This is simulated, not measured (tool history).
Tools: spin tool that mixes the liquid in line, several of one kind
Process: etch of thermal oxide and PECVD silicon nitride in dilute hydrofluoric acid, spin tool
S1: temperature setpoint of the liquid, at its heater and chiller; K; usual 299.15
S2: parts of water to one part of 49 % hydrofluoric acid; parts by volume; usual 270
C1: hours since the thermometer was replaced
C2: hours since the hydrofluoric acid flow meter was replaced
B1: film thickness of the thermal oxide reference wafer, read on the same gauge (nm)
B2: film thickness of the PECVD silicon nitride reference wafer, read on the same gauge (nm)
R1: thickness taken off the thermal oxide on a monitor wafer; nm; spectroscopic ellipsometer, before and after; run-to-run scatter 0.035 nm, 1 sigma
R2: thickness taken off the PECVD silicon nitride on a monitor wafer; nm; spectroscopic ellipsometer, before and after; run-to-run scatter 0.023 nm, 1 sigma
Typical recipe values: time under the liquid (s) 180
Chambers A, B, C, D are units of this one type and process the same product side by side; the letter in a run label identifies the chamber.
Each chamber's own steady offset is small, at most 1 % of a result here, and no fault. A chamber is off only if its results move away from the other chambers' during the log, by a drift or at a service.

Run 1C, hour 8.1: usual settings; C1 515.6; C2 1233.7; B1 30.008; B2 59.972. Result: R1 2.8158 nm, R2 3.3784 nm.
Run 2A, hour 16.9: usual settings; C1 1383.7; C2 1723.4; B1 29.977; B2 60.005. Result: R1 2.7347 nm, R2 3.4844 nm.
Run 3B, hour 25.2: usual settings; C1 1981.6; C2 197; B1 29.95; B2 60.032. Result: R1 2.7395 nm, R2 3.4459 nm.
Run 4D, hour 29.8: usual settings; C1 858.4; C2 339; B1 30.023; B2 59.999. Result: R1 2.7446 nm, R2 3.4577 nm.
Run 5D, hour 37.6: usual settings; C1 866.2; C2 346.8; B1 30.035; B2 60.01. Result: R1 2.8191 nm, R2 3.4222 nm.
Run 6B, hour 42.8: usual settings; C1 1999.2; C2 214.6; B1 29.989; B2 59.955. Result: R1 2.8053 nm, R2 3.4736 nm.
Run 7C, hour 51.1: usual settings; C1 558.6; C2 1276.7; B1 30.043; B2 59.959. Result: R1 2.7445 nm, R2 3.4357 nm.
Run 8A, hour 57.5: usual settings; C1 1424.3; C2 1764; B1 29.97; B2 59.954. Result: R1 2.7704 nm, R2 3.4562 nm.
At hour 61: chamber A: hydrofluoric acid flow meter replaced.
Run 9C, hour 62.9: usual settings; C1 570.4; C2 1288.5; B1 29.998; B2 59.969. Result: R1 2.7963 nm, R2 3.3928 nm.
Run 10D, hour 71.7: usual settings; C1 900.3; C2 380.9; B1 29.998; B2 59.936. Result: R1 2.8007 nm, R2 3.4143 nm.
Run 11B, hour 76.7: usual settings; C1 2033.1; C2 248.5; B1 29.987; B2 60.049. Result: R1 2.7154 nm, R2 3.4119 nm.
Run 12A, hour 83: usual settings; C1 1449.8; C2 22.1; B1 30.008; B2 59.964. Result: R1 2.7894 nm, R2 3.4512 nm.
Run 13C, hour 91.5: usual settings; C1 599; C2 1317.1; B1 30.048; B2 59.994. Result: R1 2.7779 nm, R2 3.4155 nm.
Run 14B, hour 96.5: usual settings; C1 2052.9; C2 268.3; B1 30.026; B2 59.956. Result: R1 2.6688 nm, R2 3.4175 nm.
Run 15D, hour 101.9: usual settings; C1 930.5; C2 411.1; B1 30.025; B2 60.005. Result: R1 2.8224 nm, R2 3.4835 nm.
Run 16A, hour 107.5: usual settings; C1 1474.3; C2 46.6; B1 30.003; B2 59.955. Result: R1 2.8202 nm, R2 3.5227 nm.
Run 17B, hour 112.1: usual settings; C1 2068.5; C2 283.9; B1 29.99; B2 59.998. Result: R1 2.7093 nm, R2 3.3415 nm.
Run 18D, hour 116.2: usual settings; C1 944.8; C2 425.4; B1 29.944; B2 60.006. Result: R1 2.7635 nm, R2 3.4949 nm.
Run 19C, hour 124.8: usual settings; C1 632.3; C2 1350.4; B1 29.994; B2 60.027. Result: R1 2.7562 nm, R2 3.4188 nm.
Run 20A, hour 129: usual settings but S2 350 parts by volume; C1 1495.8; C2 68.1; B1 30.007; B2 60.021. Result: R1 1.9442 nm, R2 2.6497 nm.
Run 21D, hour 137.8: usual settings but S2 350 parts by volume; C1 966.4; C2 447; B1 29.989; B2 59.953. Result: R1 2.0084 nm, R2 2.6729 nm.
Run 22C, hour 142.9: usual settings but S2 350 parts by volume; C1 650.4; C2 1368.5; B1 29.975; B2 59.984. Result: R1 1.937 nm, R2 2.6354 nm.
Run 23B, hour 147.1: usual settings but S2 350 parts by volume; C1 2103.5; C2 318.9; B1 30.027; B2 60.018. Result: R1 1.8777 nm, R2 2.6062 nm.
Run 24A, hour 151.6: usual settings; C1 1518.4; C2 90.7; B1 30.028; B2 60.02. Result: R1 2.733 nm, R2 3.4451 nm.
Run 25C, hour 157: usual settings but S1 297.65 K, S2 145 parts by volume; C1 664.5; C2 1382.6; B1 30.01; B2 59.978. Result: R1 5.6932 nm, R2 5.7663 nm.
Run 26D, hour 164.2: usual settings but S1 297.65 K, S2 145 parts by volume; C1 992.8; C2 473.4; B1 29.969; B2 60.032. Result: R1 5.6878 nm, R2 5.8499 nm.
Run 27A, hour 171.1: usual settings but S1 297.65 K, S2 145 parts by volume; C1 1537.9; C2 110.2; B1 29.953; B2 59.949. Result: R1 5.6307 nm, R2 5.9218 nm.
Run 28B, hour 177: usual settings but S1 297.65 K, S2 145 parts by volume; C1 2133.4; C2 348.8; B1 30.013; B2 60.008. Result: R1 5.1825 nm, R2 5.5656 nm.
Run 29A, hour 181.5: usual settings; C1 1548.3; C2 120.6; B1 30.012; B2 60. Result: R1 2.7726 nm, R2 3.4885 nm.
Run 30D, hour 187.2: usual settings but time under the liquid (s) 100; C1 1015.8; C2 496.4; B1 29.987; B2 60. Result: R1 1.5645 nm, R2 1.9081 nm.
Run 31B, hour 191.3: usual settings but time under the liquid (s) 100; C1 2147.7; C2 363.1; B1 30.01; B2 60.008. Result: R1 1.389 nm, R2 1.8202 nm.
Run 32C, hour 196.2: usual settings but time under the liquid (s) 100; C1 703.7; C2 1421.8; B1 29.961; B2 59.981. Result: R1 1.5236 nm, R2 1.8876 nm.
Run 33A, hour 205.1: usual settings but time under the liquid (s) 100; C1 1571.9; C2 144.2; B1 29.983; B2 59.948. Result: R1 1.4965 nm, R2 1.9143 nm.
Run 34C, hour 213.5: usual settings; C1 721; C2 1439.1; B1 30.025; B2 60.031. Result: R1 2.7268 nm, R2 3.4202 nm.
Run 35D, hour 221.5: usual settings; C1 1050.1; C2 530.7; B1 29.999; B2 59.969. Result: R1 2.8332 nm, R2 3.4306 nm.

All 4 chambers run these settings next. Forecast each chamber's results:
Run 36A, hour 228: usual settings. Result: R1 ?, R2 ?.
Run 36B, hour 228: usual settings. Result: R1 ?, R2 ?.
Run 36C, hour 228: usual settings. Result: R1 ?, R2 ?.
Run 36D, hour 228: usual settings. Result: R1 ?, R2 ?.

run      R1      R2
36A  2.8249  3.4924
36B  2.5129  3.2021
36C  2.7582  3.4103
36D  2.8382  3.4981
